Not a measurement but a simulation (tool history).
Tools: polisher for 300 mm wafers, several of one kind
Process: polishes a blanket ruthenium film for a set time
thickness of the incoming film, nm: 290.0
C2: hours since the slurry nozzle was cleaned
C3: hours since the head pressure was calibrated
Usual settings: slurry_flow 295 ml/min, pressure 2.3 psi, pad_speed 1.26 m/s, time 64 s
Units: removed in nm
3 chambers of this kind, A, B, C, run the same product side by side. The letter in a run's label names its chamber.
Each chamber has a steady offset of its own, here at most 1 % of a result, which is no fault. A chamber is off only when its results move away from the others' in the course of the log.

{"hour": 3.4, "done": "chamber C: worn pad replaced by a new one"}
{"run": "1A", "hour": 5.1, "slurry_flow": 295, "pressure": 2.3, "pad_speed": 1.26, "time": 64, "wafers polished on this pad": 312, "C2": 205.9, "C3": 331.5, "removed": 111.43}
{"run": "2B", "hour": 9.3, "slurry_flow": 295, "pressure": 2.3, "pad_speed": 1.26, "time": 64, "wafers polished on this pad": 326, "C2": 110.3, "C3": 57.3, "removed": 107.44}
{"run": "3C", "hour": 14.8, "slurry_flow": 295, "pressure": 2.3, "pad_speed": 1.26, "time": 64, "wafers polished on this pad": 139, "C2": 328.6, "C3": 275.7, "removed": 111.41}
{"run": "4A", "hour": 20.6, "slurry_flow": 295, "pressure": 2.3, "pad_speed": 1.26, "time": 64, "wafers polished on this pad": 501, "C2": 221.4, "C3": 347.0, "removed": 108.07}
{"run": "5B", "hour": 23.6, "slurry_flow": 295, "pressure": 2.3, "pad_speed": 1.26, "time": 64, "wafers polished on this pad": 500, "C2": 124.6, "C3": 71.6, "removed": 111.02}
{"run": "6C", "hour": 28.7, "slurry_flow": 295, "pressure": 2.3, "pad_speed": 1.26, "time": 64, "wafers polished on this pad": 309, "C2": 342.5, "C3": 289.6, "removed": 113.16}
{"hour": 31.7, "done": "chamber A: slurry nozzle cleaned"}
{"run": "7B", "hour": 33.0, "slurry_flow": 295, "pressure": 2.3, "pad_speed": 1.26, "time": 64, "wafers polished on this pad": 615, "C2": 134.0, "C3": 81.0, "removed": 109.02}
{"run": "8A", "hour": 36.3, "slurry_flow": 295, "pressure": 2.3, "pad_speed": 1.26, "time": 64, "wafers polished on this pad": 693, "C2": 4.7, "C3": 362.7, "removed": 109.84}
{"run": "9C", "hour": 41.8, "slurry_flow": 295, "pressure": 2.3, "pad_speed": 1.26, "time": 64, "wafers polished on this pad": 469, "C2": 355.6, "C3": 302.7, "removed": 112.29}
{"run": "10C", "hour": 45.2, "slurry_flow": 295, "pressure": 2.3, "pad_speed": 1.26, "time": 64, "wafers polished on this pad": 510, "C2": 359.0, "C3": 306.1, "removed": 113.41}
{"run": "11A", "hour": 50.5, "slurry_flow": 295, "pressure": 2.3, "pad_speed": 1.26, "time": 64, "wafers polished on this pad": 866, "C2": 18.9, "C3": 376.9, "removed": 105.32}
{"run": "12B", "hour": 54.7, "slurry_flow": 295, "pressure": 2.3, "pad_speed": 1.26, "time": 64, "wafers polished on this pad": 880, "C2": 155.7, "C3": 102.7, "removed": 111.15}
{"run": "13A", "hour": 59.2, "slurry_flow": 295, "pressure": 2.3, "pad_speed": 1.26, "time": 64, "wafers polished on this pad": 972, "C2": 27.6, "C3": 385.6, "removed": 105.57}
{"run": "14B", "hour": 61.9, "slurry_flow": 295, "pressure": 2.3, "pad_speed": 1.26, "time": 64, "wafers polished on this pad": 968, "C2": 162.9, "C3": 109.9, "removed": 110.65}
{"run": "15C", "hour": 66.5, "slurry_flow": 295, "pressure": 2.3, "pad_speed": 1.26, "time": 64, "wafers polished on this pad": 770, "C2": 380.3, "C3": 327.4, "removed": 111.06}
{"run": "16B", "hour": 70.6, "slurry_flow": 295, "pressure": 2.3, "pad_speed": 1.26, "time": 64, "wafers polished on this pad": 1074, "C2": 171.6, "C3": 118.6, "removed": 109.63}
{"run": "17C", "hour": 74.6, "slurry_flow": 295, "pressure": 2.3, "pad_speed": 1.26, "time": 64, "wafers polished on this pad": 869, "C2": 388.4, "C3": 335.5, "removed": 112.05}
{"run": "18A", "hour": 79.9, "slurry_flow": 295, "pressure": 2.3, "pad_speed": 1.26, "time": 64, "wafers polished on this pad": 1225, "C2": 48.3, "C3": 406.3, "removed": 104.51}
{"run": "19A", "hour": 84.7, "slurry_flow": 295, "pressure": 2.3, "pad_speed": 1.26, "time": 64, "wafers polished on this pad": 1284, "C2": 53.1, "C3": 411.1, "removed": 105.53}
{"run": "20C", "hour": 88.7, "slurry_flow": 295, "pressure": 2.3, "pad_speed": 1.26, "time": 64, "wafers polished on this pad": 1041, "C2": 402.5, "C3": 349.6, "removed": 110.63}
{"run": "21B", "hour": 92.4, "slurry_flow": 255, "pressure": 2.3, "pad_speed": 1.04, "time": 64, "wafers polished on this pad": 1340, "C2": 193.4, "C3": 140.4, "removed": 89.422}
{"run": "22C", "hour": 96.7, "slurry_flow": 255, "pressure": 2.3, "pad_speed": 1.04, "time": 64, "wafers polished on this pad": 1139, "C2": 410.5, "C3": 357.6, "removed": 91.18}
{"hour": 97.8, "done": "chamber B: worn pad replaced by a new one"}
{"run": "23A", "hour": 102.0, "slurry_flow": 255, "pressure": 2.3, "pad_speed": 1.04, "time": 64, "wafers polished on this pad": 1495, "C2": 70.4, "C3": 428.4, "removed": 83.415}
{"run": "24B", "hour": 107.3, "slurry_flow": 295, "pressure": 2.9, "pad_speed": 1.26, "time": 64, "wafers polished on this pad": 116, "C2": 208.3, "C3": 155.3, "removed": 140.82}
{"hour": 108.3, "done": "chamber C: worn pad replaced by a new one"}
{"run": "25A", "hour": 112.1, "slurry_flow": 295, "pressure": 2.9, "pad_speed": 1.26, "time": 64, "wafers polished on this pad": 1618, "C2": 80.5, "C3": 438.5, "removed": 128.57}
{"hour": 114.1, "done": "chamber A: head pressure recalibrated"}
{"run": "26C", "hour": 116.0, "slurry_flow": 295, "pressure": 2.9, "pad_speed": 1.26, "time": 64, "wafers polished on this pad": 94, "C2": 429.8, "C3": 376.9, "removed": 139.86}
{"run": "27B", "hour": 121.6, "slurry_flow": 295, "pressure": 2.3, "pad_speed": 1.26, "time": 64, "wafers polished on this pad": 291, "C2": 222.6, "C3": 169.6, "removed": 109.14}
{"run": "28C", "hour": 124.8, "slurry_flow": 295, "pressure": 2.3, "pad_speed": 1.0, "time": 64, "wafers polished on this pad": 202, "C2": 438.6, "C3": 385.7, "removed": 88.272}
{"run": "29B", "hour": 129.8, "slurry_flow": 295, "pressure": 2.3, "pad_speed": 1.0, "time": 64, "wafers polished on this pad": 391, "C2": 230.8, "C3": 177.8, "removed": 87.373}
{"run": "30A", "hour": 133.8, "slurry_flow": 295, "pressure": 2.3, "pad_speed": 1.0, "time": 64, "wafers polished on this pad": 1883, "C2": 102.2, "C3": 19.8, "removed": 81.029}
{"run": "31B", "hour": 139.3, "slurry_flow": 295, "pressure": 2.3, "pad_speed": 1.26, "time": 64, "wafers polished on this pad": 507, "C2": 240.3, "C3": 187.3, "removed": 109.57}
{"run": "32A", "hour": 145.2, "slurry_flow": 295, "pressure": 2.3, "pad_speed": 1.26, "time": 64, "wafers polished on this pad": 2022, "C2": 113.6, "C3": 31.2, "removed": 98.748}
{"run": "33C", "hour": 149.1, "slurry_flow": 295, "pressure": 2.3, "pad_speed": 1.26, "time": 64, "wafers polished on this pad": 498, "C2": 462.9, "C3": 410.0, "removed": 111.04}

Next, every chamber runs the same settings. What will each give?
{"run": "34A", "hour": 153.3, "slurry_flow": 295, "pressure": 2.3, "pad_speed": 1.26, "time": 75, "removed": "?"}
{"run": "34B", "hour": 153.3, "slurry_flow": 295, "pressure": 2.3, "pad_speed": 1.26, "time": 75, "removed": "?"}
{"run": "34C", "hour": 153.3, "slurry_flow": 295, "pressure": 2.3, "pad_speed": 1.26, "time": 75, "removed": "?"}

run=34A removed=115.230
run=34B removed=129.360
run=34C removed=130.180
